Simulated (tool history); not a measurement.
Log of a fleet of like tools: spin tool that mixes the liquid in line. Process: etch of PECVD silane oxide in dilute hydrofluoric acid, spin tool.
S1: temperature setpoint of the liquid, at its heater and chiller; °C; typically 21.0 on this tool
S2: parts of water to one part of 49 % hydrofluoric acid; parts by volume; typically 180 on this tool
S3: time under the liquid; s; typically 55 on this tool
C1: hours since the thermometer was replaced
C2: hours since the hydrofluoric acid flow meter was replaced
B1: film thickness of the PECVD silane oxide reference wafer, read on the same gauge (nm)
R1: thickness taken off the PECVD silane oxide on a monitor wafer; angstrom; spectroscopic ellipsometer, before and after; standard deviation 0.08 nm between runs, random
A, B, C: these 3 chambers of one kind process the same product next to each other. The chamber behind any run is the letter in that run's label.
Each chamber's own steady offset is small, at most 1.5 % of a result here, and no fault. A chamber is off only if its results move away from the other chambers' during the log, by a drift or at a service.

run 1B hour=5.1 | S1=21.0 S2=180 S3=55 | C1=872.3 C2=1406.4 | B1=140.02 | R1=122.710
run 2C hour=9.2 | S1=21.0 S2=180 S3=55 | C1=1196.7 C2=628.7 | B1=140.00 | R1=124.950
run 3A hour=12.1 | S1=21.0 S2=180 S3=55 | C1=810.8 C2=532.2 | B1=140.00 | R1=121.110
run 4A hour=15.4 | S1=21.0 S2=180 S3=55 | C1=814.1 C2=535.5 | B1=139.96 | R1=122.610
run 5C hour=20.9 | S1=21.0 S2=180 S3=55 | C1=1208.4 C2=640.4 | B1=139.98 | R1=123.170
run 6B hour=24.0 | S1=21.0 S2=180 S3=55 | C1=891.2 C2=1425.3 | B1=139.98 | R1=124.300
run 7B hour=28.4 | S1=21.0 S2=180 S3=55 | C1=895.6 C2=1429.7 | B1=140.00 | R1=123.930
run 8A hour=32.8 | S1=21.0 S2=180 S3=55 | C1=831.5 C2=552.9 | B1=140.03 | R1=123.120
run 9C hour=38.6 | S1=21.0 S2=180 S3=55 | C1=1226.1 C2=658.1 | B1=140.02 | R1=125.550
run 10A hour=43.9 | S1=21.0 S2=180 S3=55 | C1=842.6 C2=564.0 | B1=140.00 | R1=122.340
run 11C hour=48.6 | S1=21.0 S2=180 S3=55 | C1=1236.1 C2=668.1 | B1=139.99 | R1=124.850
run 12B hour=51.6 | S1=21.0 S2=180 S3=55 | C1=918.8 C2=1452.9 | B1=140.00 | R1=123.550
run 13A hour=55.3 | S1=21.0 S2=180 S3=55 | C1=854.0 C2=575.4 | B1=140.00 | R1=122.850
run 14C hour=60.4 | S1=21.0 S2=140 S3=85 | C1=1247.9 C2=679.9 | B1=140.00 | R1=259.380
run 15B hour=64.8 | S1=21.0 S2=140 S3=85 | C1=932.0 C2=1466.1 | B1=139.99 | R1=253.990
run 16A hour=69.9 | S1=21.0 S2=140 S3=85 | C1=868.6 C2=590.0 | B1=140.01 | R1=256.020
run 17C hour=73.9 | S1=21.0 S2=180 S3=55 | C1=1261.4 C2=693.4 | B1=139.99 | R1=124.330
run 18B hour=77.9 | S1=25.5 S2=180 S3=35 | C1=945.1 C2=1479.2 | B1=140.03 | R1=91.470
run 19B hour=80.9 | S1=25.5 S2=180 S3=35 | C1=948.1 C2=1482.2 | B1=140.01 | R1=91.430
run 20C hour=85.2 | S1=25.5 S2=180 S3=35 | C1=1272.7 C2=704.7 | B1=140.00 | R1=93.238
run 21A hour=88.1 | S1=21.0 S2=180 S3=55 | C1=886.8 C2=608.2 | B1=139.99 | R1=123.760
run 22B hour=92.1 | S1=21.0 S2=180 S3=55 | C1=959.3 C2=1493.4 | B1=140.01 | R1=119.550
run 23C hour=96.6 | S1=21.0 S2=180 S3=55 | C1=1284.1 C2=716.1 | B1=140.00 | R1=124.580
run 24A hour=101.5 | S1=21.0 S2=180 S3=55 | C1=900.2 C2=621.6 | B1=139.99 | R1=122.490
run 25B hour=107.2 | S1=21.0 S2=180 S3=55 | C1=974.4 C2=1508.5 | B1=139.98 | R1=119.380
run 26A hour=110.7 | S1=21.0 S2=180 S3=55 | C1=909.4 C2=630.8 | B1=139.99 | R1=122.830
run 27C hour=114.3 | S1=21.0 S2=180 S3=55 | C1=1301.8 C2=733.8 | B1=140.01 | R1=124.580
run 28C hour=117.4 | S1=21.0 S2=150 S3=40 | C1=1304.9 C2=736.9 | B1=139.99 | R1=112.590
run 29B hour=121.3 | S1=21.0 S2=150 S3=40 | C1=988.5 C2=1522.6 | B1=139.99 | R1=107.560
run 30A hour=124.3 | S1=21.0 S2=150 S3=40 | C1=923.0 C2=644.4 | B1=139.99 | R1=110.090
run 31A hour=127.7 | S1=21.0 S2=180 S3=55 | C1=926.4 C2=647.8 | B1=140.00 | R1=122.980
run 32C hour=130.4 | S1=21.0 S2=180 S3=55 | C1=1317.9 C2=749.9 | B1=139.99 | R1=123.510
run 33B hour=135.2 | S1=21.0 S2=180 S3=55 | C1=1002.4 C2=1536.5 | B1=140.00 | R1=117.720
run 34C hour=140.8 | S1=21.0 S2=180 S3=55 | C1=1328.3 C2=760.3 | B1=140.00 | R1=122.420

Next, every chamber runs the same settings. What will each give?
run 35A hour=145.1 | S1=17.5 S2=180 S3=55 | R1=?
run 35B hour=145.1 | S1=17.5 S2=180 S3=55 | R1=?
run 35C hour=145.1 | S1=17.5 S2=180 S3=55 | R1=?

run=35A R1=106.410
run=35B R1=102.600
run=35C R1=108.850
